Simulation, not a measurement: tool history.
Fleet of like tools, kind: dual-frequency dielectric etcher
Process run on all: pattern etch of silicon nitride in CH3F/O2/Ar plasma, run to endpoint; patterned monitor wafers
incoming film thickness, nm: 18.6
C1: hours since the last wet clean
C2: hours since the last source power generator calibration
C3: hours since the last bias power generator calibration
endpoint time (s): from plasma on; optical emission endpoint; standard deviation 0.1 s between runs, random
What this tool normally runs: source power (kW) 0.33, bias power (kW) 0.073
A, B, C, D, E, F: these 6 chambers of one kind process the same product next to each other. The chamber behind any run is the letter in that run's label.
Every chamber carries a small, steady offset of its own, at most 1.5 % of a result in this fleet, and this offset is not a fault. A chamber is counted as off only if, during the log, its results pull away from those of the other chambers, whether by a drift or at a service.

Run 1F, hour 6.8: usual settings; C1 400.8; C2 3126.3; C3 3348.8. Result: endpoint time (s) 28.732.
Run 2C, hour 13.2: usual settings; C1 424.5; C2 143.6; C3 2893.7. Result: endpoint time (s) 28.56.
Run 3A, hour 17.5: usual settings; C1 489; C2 940.5; C3 641.9. Result: endpoint time (s) 28.924.
Run 4E, hour 22.2: usual settings; C1 510.6; C2 44.2; C3 3784.8. Result: endpoint time (s) 29.161.
Run 5D, hour 29.7: usual settings; C1 186.7; C2 2047.3; C3 3712.7. Result: endpoint time (s) 28.53.
Run 6B, hour 36.3: usual settings; C1 415.8; C2 38; C3 797. Result: endpoint time (s) 29.033.
Run 7A, hour 43.5: usual settings; C1 515; C2 966.5; C3 667.9. Result: endpoint time (s) 28.881.
Run 8E, hour 48: usual settings but bias power (kW) 0.091; C1 536.4; C2 70; C3 3810.6. Result: endpoint time (s) 26.877.
At hour 51.5: chamber E: wet clean of the chamber.
Run 9F, hour 52.8: usual settings but bias power (kW) 0.091; C1 446.8; C2 3172.3; C3 3394.8. Result: endpoint time (s) 26.655.
Run 10D, hour 59.2: usual settings but bias power (kW) 0.091; C1 216.2; C2 2076.8; C3 3742.2. Result: endpoint time (s) 26.585.
Run 11B, hour 68: usual settings but bias power (kW) 0.091; C1 447.5; C2 69.7; C3 828.7. Result: endpoint time (s) 26.706.
Run 12C, hour 74.1: usual settings but bias power (kW) 0.091; C1 485.4; C2 204.5; C3 2954.6. Result: endpoint time (s) 26.424.
Run 13A, hour 80.3: usual settings but bias power (kW) 0.091; C1 551.8; C2 1003.3; C3 704.7. Result: endpoint time (s) 26.758.
Run 14B, hour 84.4: usual settings; C1 463.9; C2 86.1; C3 845.1. Result: endpoint time (s) 28.942.
Run 15C, hour 90.6: usual settings; C1 501.9; C2 221; C3 2971.1. Result: endpoint time (s) 28.726.
At hour 92.8: chamber A: wet clean of the chamber.
Run 16D, hour 98.8: usual settings; C1 255.8; C2 2116.4; C3 3781.8. Result: endpoint time (s) 28.715.
Run 17F, hour 106.3: usual settings; C1 500.3; C2 3225.8; C3 3448.3. Result: endpoint time (s) 28.7.
At hour 110.6: chamber B: wet clean of the chamber.
Run 18E, hour 110.9: usual settings; C1 59.4; C2 132.9; C3 3873.5. Result: endpoint time (s) 28.894.
Run 19C, hour 119.6: usual settings; C1 530.9; C2 250; C3 3000.1. Result: endpoint time (s) 28.553.
At hour 124.9: chamber F: wet clean of the chamber.
Run 20B, hour 128.5: usual settings but source power (kW) 0.27, bias power (kW) 0.066; C1 17.9; C2 130.2; C3 889.2. Result: endpoint time (s) 32.145.
Run 21E, hour 135.5: usual settings but source power (kW) 0.27, bias power (kW) 0.066; C1 84; C2 157.5; C3 3898.1. Result: endpoint time (s) 32.331.
Run 22A, hour 139.5: usual settings but source power (kW) 0.27, bias power (kW) 0.066; C1 46.7; C2 1062.5; C3 763.9. Result: endpoint time (s) 32.226.
Run 23D, hour 145.7: usual settings but source power (kW) 0.27, bias power (kW) 0.066; C1 302.7; C2 2163.3; C3 3828.7. Result: endpoint time (s) 32.186.
At hour 149.8: chamber C: wet clean of the chamber.
Run 24F, hour 153.5: usual settings but source power (kW) 0.27, bias power (kW) 0.066; C1 28.6; C2 3273; C3 3495.5. Result: endpoint time (s) 33.131.
Run 25D, hour 160.6: usual settings but source power (kW) 0.27, bias power (kW) 0.066; C1 317.6; C2 2178.2; C3 3843.6. Result: endpoint time (s) 32.102.
Run 26F, hour 166.7: usual settings; C1 41.8; C2 3286.2; C3 3508.7. Result: endpoint time (s) 29.734.
Run 27E, hour 173.2: usual settings; C1 121.7; C2 195.2; C3 3935.8. Result: endpoint time (s) 29.
Run 28C, hour 180.8: usual settings but source power (kW) 0.28, bias power (kW) 0.087; C1 31; C2 311.2; C3 3061.3. Result: endpoint time (s) 28.407.
Run 29B, hour 188.3: usual settings but source power (kW) 0.28, bias power (kW) 0.087; C1 77.7; C2 190; C3 949. Result: endpoint time (s) 28.858.
At hour 192.2: chamber C: bias power generator calibrated.
Run 30A, hour 197: usual settings but source power (kW) 0.28, bias power (kW) 0.087; C1 104.2; C2 1120; C3 821.4. Result: endpoint time (s) 28.865.
Run 31C, hour 201.7: usual settings but source power (kW) 0.28, bias power (kW) 0.087; C1 51.9; C2 332.1; C3 9.6. Result: endpoint time (s) 28.517.
Run 32E, hour 210.1: usual settings but source power (kW) 0.28, bias power (kW) 0.087; C1 158.6; C2 232.1; C3 3972.7. Result: endpoint time (s) 28.758.
Run 33D, hour 218.3: usual settings but source power (kW) 0.28, bias power (kW) 0.087; C1 375.3; C2 2235.9; C3 3901.3. Result: endpoint time (s) 28.856.
Run 34B, hour 226.2: usual settings; C1 115.6; C2 227.9; C3 986.9. Result: endpoint time (s) 28.859.
Run 35F, hour 232.9: usual settings; C1 108; C2 3352.4; C3 3574.9. Result: endpoint time (s) 29.579.
Run 36A, hour 239: usual settings; C1 146.2; C2 1162; C3 863.4. Result: endpoint time (s) 28.923.
Run 37F, hour 246: usual settings; C1 121.1; C2 3365.5; C3 3588. Result: endpoint time (s) 29.545.

All 6 chambers run these settings next. Forecast each chamber's results:
Run 38A, hour 252.5: usual settings. Result: endpoint time (s) ?.
Run 38B, hour 252.5: usual settings. Result: endpoint time (s) ?.
Run 38C, hour 252.5: usual settings. Result: endpoint time (s) ?.
Run 38D, hour 252.5: usual settings. Result: endpoint time (s) ?.
Run 38E, hour 252.5: usual settings. Result: endpoint time (s) ?.
Run 38F, hour 252.5: usual settings. Result: endpoint time (s) ?.

run  endpoint time (s)
38A             28.908
38B             28.933
38C             28.601
38D             28.798
38E             29.034
38F             29.447
